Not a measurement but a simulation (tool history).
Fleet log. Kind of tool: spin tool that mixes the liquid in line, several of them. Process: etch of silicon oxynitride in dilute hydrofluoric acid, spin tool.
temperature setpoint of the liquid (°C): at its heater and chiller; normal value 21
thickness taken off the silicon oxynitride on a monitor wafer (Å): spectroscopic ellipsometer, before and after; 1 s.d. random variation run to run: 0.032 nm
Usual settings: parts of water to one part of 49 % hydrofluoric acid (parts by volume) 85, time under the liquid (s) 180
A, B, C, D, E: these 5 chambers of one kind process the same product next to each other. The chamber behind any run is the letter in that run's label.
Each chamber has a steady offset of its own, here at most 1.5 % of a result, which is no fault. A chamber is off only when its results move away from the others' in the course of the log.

run	hour	temperature setpoint of the liquid (°C)	parts of water to one part of 49 % hydrofluoric acid (parts by volume)	time under the liquid (s)	read-back film thickness of the silicon oxynitride reference wafer, read on the same gauge (nm)	thickness taken off the silicon oxynitride on a monitor wafer (Å)
1E	7.7	21	85	180	50.016	42.860
2D	18.4	21	85	180	49.995	42.496
3B	26.7	21	85	180	49.993	42.565
4C	41.3	21	85	180	49.995	43.048
5A	53.1	21	85	180	49.995	42.707
6C	61.1	21	85	180	49.990	43.436
7B	72.8	21	85	180	49.973	43.299
8A	83.0	21	85	180	49.990	42.743
9E	91.2	21	85	180	49.985	42.741
# hour 101.4: chamber E: thermometer replaced
10D	103.8	21	85	180	50.006	42.260
11B	113.9	21	85	180	50.008	42.851
12A	122.6	21	85	180	50.011	43.176
13C	129.9	21	85	180	49.987	43.478
14D	144.2	21	85	180	49.985	42.809
15E	154.0	21	85	180	49.991	43.636
16C	168.9	21	85	180	50.004	43.296
17D	182.7	18	85	180	49.999	36.490
18B	193.3	18	85	180	50.004	36.322
19A	205.1	18	85	180	50.018	36.409
# hour 207.5: chamber C: thermometer replaced
20E	215.6	18	85	180	50.001	36.745
21A	225.5	18	85	180	49.975	36.997
22B	239.4	21	85	180	50.022	42.114
23D	250.1	21	85	180	50.008	42.333
24E	265.0	21	85	180	50.011	43.085
25C	276.6	21	85	180	49.986	43.452
26D	286.1	21	85	180	50.000	42.853
27C	294.2	21	85	180	49.989	43.627
28E	309.3	21	85	180	49.997	42.916
29A	318.3	21	85	180	50.006	42.217
30B	326.1	21	85	180	49.997	40.660
31A	334.9	21	85	180	49.997	42.635
32B	348.1	21	85	180	50.016	40.262
33C	359.4	21	85	180	49.997	43.533

The same settings go to every chamber for the next run, one line per chamber below. Forecast the results for each:
34A	370.3	21	85	180		?
34B	370.3	21	85	180		?
34C	370.3	21	85	180		?
34D	370.3	21	85	180		?
34E	370.3	21	85	180		?

run	thickness taken off the silicon oxynitride on a monitor wafer (Å)
34A	42.907
34B	40.187
34C	43.194
34D	42.413
34E	42.259
